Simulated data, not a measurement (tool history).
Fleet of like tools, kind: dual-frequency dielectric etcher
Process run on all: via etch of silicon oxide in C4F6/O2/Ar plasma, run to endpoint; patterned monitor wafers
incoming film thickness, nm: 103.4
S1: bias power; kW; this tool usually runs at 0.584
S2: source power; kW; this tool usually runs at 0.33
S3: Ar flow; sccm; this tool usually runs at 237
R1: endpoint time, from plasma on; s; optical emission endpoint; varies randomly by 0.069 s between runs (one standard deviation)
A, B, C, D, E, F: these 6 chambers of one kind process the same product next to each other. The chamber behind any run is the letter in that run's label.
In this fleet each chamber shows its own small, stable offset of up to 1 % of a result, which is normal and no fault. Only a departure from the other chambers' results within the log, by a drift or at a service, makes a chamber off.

| run | hour | S1 | S2 | S3 | R1 |
|---|---|---|---|---|---|
| 1F | 4 | 0.584 | 0.33 | 237 | 22.426 |
| 2B | 8.7 | 0.584 | 0.33 | 237 | 22.189 |
| 3A | 13.6 | 0.584 | 0.33 | 237 | 22.431 |
| 4C | 19.3 | 0.584 | 0.33 | 237 | 22.506 |
| 5D | 22.3 | 0.584 | 0.33 | 237 | 22.441 |
| 6E | 26.2 | 0.584 | 0.33 | 237 | 22.479 |
| 7E | 30.7 | 0.584 | 0.33 | 237 | 22.585 |
| 8C | 35.1 | 0.584 | 0.33 | 237 | 22.601 |
|  | 37 | chamber E: Ar flow controller replaced |
| 9D | 40 | 0.584 | 0.33 | 237 | 22.32 |
| 10F | 43.3 | 0.584 | 0.33 | 237 | 22.52 |
| 11B | 47.8 | 0.584 | 0.33 | 237 | 22.312 |
| 12A | 53.2 | 0.584 | 0.33 | 237 | 22.43 |
| 13E | 57.9 | 0.584 | 0.33 | 237 | 22.452 |
| 14F | 62.9 | 0.684 | 0.33 | 263 | 21.268 |
| 15A | 68.5 | 0.684 | 0.33 | 263 | 21.069 |
| 16B | 71.8 | 0.684 | 0.33 | 263 | 21.293 |
| 17C | 77.1 | 0.684 | 0.33 | 263 | 21.485 |
| 18D | 82.7 | 0.684 | 0.33 | 263 | 21.366 |
| 19C | 85.4 | 0.684 | 0.33 | 263 | 21.467 |
| 20B | 90.2 | 0.584 | 0.33 | 237 | 22.303 |
| 21F | 94.2 | 0.584 | 0.33 | 237 | 22.438 |
| 22E | 98.4 | 0.584 | 0.33 | 237 | 22.421 |
| 23A | 103 | 0.584 | 0.33 | 237 | 21.993 |
| 24D | 108.4 | 0.584 | 0.33 | 237 | 22.569 |
| 25A | 112.4 | 0.584 | 0.33 | 237 | 22.038 |
| 26D | 117.8 | 0.584 | 0.25 | 237 | 24.7 |
|  | 121.3 | chamber B: wet clean of the chamber |
| 27C | 122.6 | 0.584 | 0.25 | 237 | 24.969 |
| 28F | 125.5 | 0.584 | 0.25 | 237 | 24.764 |
| 29E | 128.9 | 0.584 | 0.25 | 237 | 24.873 |
| 30B | 131.6 | 0.584 | 0.25 | 237 | 24.629 |
| 31C | 136 | 0.584 | 0.25 | 237 | 24.892 |
| 32D | 139.5 | 0.584 | 0.33 | 237 | 22.358 |
| 33A | 143.4 | 0.584 | 0.33 | 237 | 21.946 |
| 34B | 147.2 | 0.584 | 0.33 | 237 | 22.258 |
| 35F | 152.7 | 0.584 | 0.33 | 237 | 22.379 |
| 36E | 157.7 | 0.584 | 0.33 | 237 | 22.575 |
|  | 159.6 | chamber D: wet clean of the chamber |
| 37E | 162.8 | 0.584 | 0.33 | 237 | 22.343 |
| 38C | 165.2 | 0.584 | 0.33 | 237 | 22.666 |
| 39D | 168.9 | 0.584 | 0.33 | 237 | 22.452 |
| 40A | 174.1 | 0.584 | 0.33 | 237 | 21.722 |
| 41B | 177.5 | 0.584 | 0.33 | 237 | 22.388 |
| 42F | 182.1 | 0.584 | 0.33 | 237 | 22.509 |

All 6 chambers run these settings next. Forecast each chamber's results:
| 43A | 186.2 | 0.584 | 0.33 | 237 | ? |
| 43B | 186.2 | 0.584 | 0.33 | 237 | ? |
| 43C | 186.2 | 0.584 | 0.33 | 237 | ? |
| 43D | 186.2 | 0.584 | 0.33 | 237 | ? |
| 43E | 186.2 | 0.584 | 0.33 | 237 | ? |
| 43F | 186.2 | 0.584 | 0.33 | 237 | ? |

| run | R1 |
|---|---|
| 43A | 21.907 |
| 43B | 22.203 |
| 43C | 22.576 |
| 43D | 22.366 |
| 43E | 22.346 |
| 43F | 22.279 |
